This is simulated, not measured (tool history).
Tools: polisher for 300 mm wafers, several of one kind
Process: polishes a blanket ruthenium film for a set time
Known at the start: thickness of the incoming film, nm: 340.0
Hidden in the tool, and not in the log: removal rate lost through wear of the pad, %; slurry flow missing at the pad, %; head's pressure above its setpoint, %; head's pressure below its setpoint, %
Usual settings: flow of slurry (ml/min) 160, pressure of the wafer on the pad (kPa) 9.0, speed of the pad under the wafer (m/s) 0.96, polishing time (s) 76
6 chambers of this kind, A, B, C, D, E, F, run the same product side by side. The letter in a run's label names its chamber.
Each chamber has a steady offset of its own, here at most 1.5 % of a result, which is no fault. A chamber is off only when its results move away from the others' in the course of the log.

run,day,flow of slurry (ml/min),pressure of the wafer on the pad (kPa),speed of the pad under the wafer (m/s),polishing time (s),wafers polished on this pad,hours since the slurry nozzle was cleaned,hours since the head pressure was calibrated,film removed (Å)
# day 0.138: chamber C: worn pad replaced by a new one
1C,0.338,160,9.0,0.96,76,47,331.9,47.2,556.51
2B,0.612,160,9.0,0.96,76,567,92.6,67.1,545.20
# day 0.696: chamber A: slurry nozzle cleaned
3D,0.854,160,9.0,0.96,76,777,129.3,612.1,546.07
# day 1.129: chamber B: worn pad replaced by a new one
4E,1.188,160,9.0,0.96,76,708,32.3,273.4,541.46
# day 1.417: chamber D: worn pad replaced by a new one
5F,1.617,160,9.0,0.96,86,904,255.1,290.1,615.10
# day 1.921: chamber A: worn pad replaced by a new one
6A,1.938,160,9.0,0.96,86,4,29.9,559.7,618.66
# day 2.254: chamber F: worn pad replaced by a new one
7B,2.254,160,9.0,0.96,86,262,132.0,106.5,602.16
8C,2.542,160,9.0,0.96,86,561,384.8,100.1,617.18
9E,3.021,160,9.0,0.96,86,1136,76.3,317.4,608.60
# day 3.308: chamber C: worn pad replaced by a new one
10D,3.350,160,9.0,0.96,86,452,189.2,672.0,624.64
# day 3.650: chamber E: worn pad replaced by a new one
11F,3.696,160,9.0,0.96,76,337,305.0,340.0,533.30
# day 3.817: chamber B: worn pad replaced by a new one
12A,3.967,160,9.0,0.96,76,478,78.6,608.4,546.58
13A,4.421,160,9.0,0.96,76,584,89.5,619.3,538.74
# day 4.842: chamber D: head pressure recalibrated
14D,4.875,160,9.0,0.96,76,808,225.8,0.9,609.42
# day 5.217: chamber A: worn pad replaced by a new one
15B,5.308,120,9.0,0.96,50,348,205.3,179.8,336.81
# day 5.662: chamber D: worn pad replaced by a new one
16C,5.679,120,9.0,0.96,50,554,460.1,175.4,343.10
# day 5.708: chamber F: head pressure recalibrated
# day 5.817: chamber C: worn pad replaced by a new one
17F,6.012,120,9.0,0.96,50,878,360.6,7.4,338.54
# day 6.129: chamber D: slurry nozzle cleaned
# day 6.217: chamber F: worn pad replaced by a new one
18E,6.488,120,9.0,0.96,50,662,159.5,400.6,334.77
19A,6.804,120,9.0,0.96,50,371,146.7,676.5,342.50
20F,7.308,120,9.0,0.96,50,255,391.7,38.5,341.17
# day 7.358: chamber B: worn pad replaced by a new one
21E,7.550,105,9.0,0.96,76,910,185.0,426.1,494.56
22D,7.979,105,9.0,0.96,76,541,44.5,75.4,567.80
# day 8.146: chamber A: worn pad replaced by a new one
23C,8.442,105,9.0,0.96,76,613,526.4,241.7,496.21
# day 8.600: chamber E: worn pad replaced by a new one
# day 8.738: chamber C: worn pad replaced by a new one
24B,8.796,105,9.0,0.96,76,336,289.0,263.5,494.33
25C,9.325,105,9.0,0.96,76,137,547.6,262.9,502.95
26D,9.600,105,9.0,0.96,76,920,83.4,114.3,567.31
# day 9.662: chamber A: head pressure recalibrated
# day 9.779: chamber D: worn pad replaced by a new one
# day 9.983: chamber F: worn pad replaced by a new one
# day 10.096: chamber B: worn pad replaced by a new one
27A,10.104,160,9.0,0.96,76,457,225.9,10.6,548.12
28F,10.533,160,9.0,0.96,76,128,469.1,115.9,540.29
29E,11.067,160,9.0,0.96,76,576,269.4,510.5,532.75
# day 11.400: chamber A: worn pad replaced by a new one
30B,11.525,160,9.0,0.96,76,334,354.5,329.0,540.44
31C,11.754,160,9.0,0.96,76,704,605.9,321.2,550.06
32E,11.988,160,7.6,0.96,76,791,291.5,532.6,458.32
33D,12.250,160,7.6,0.96,76,576,147.0,177.9,527.52
34A,12.762,160,7.6,0.96,76,318,289.7,74.4,470.99
# day 12.938: chamber B: worn pad replaced by a new one
35F,13.208,160,7.6,0.96,76,753,533.3,180.1,464.00
# day 13.550: chamber F: worn pad replaced by a new one
36B,13.567,160,7.6,0.96,76,147,403.5,378.0,462.04
37F,13.954,160,7.6,0.96,76,95,551.2,198.0,459.27

Next, every chamber runs the same settings. What will each give?
38A,14.342,160,9.0,0.96,76,,,,?
38B,14.342,160,9.0,0.96,76,,,,?
38C,14.342,160,9.0,0.96,76,,,,?
38D,14.342,160,9.0,0.96,76,,,,?
38E,14.342,160,9.0,0.96,76,,,,?
38F,14.342,160,9.0,0.96,76,,,,?

run,film removed (Å)
38A,550.00
38B,543.75
38C,537.72
38D,615.99
38E,536.06
38F,534.54
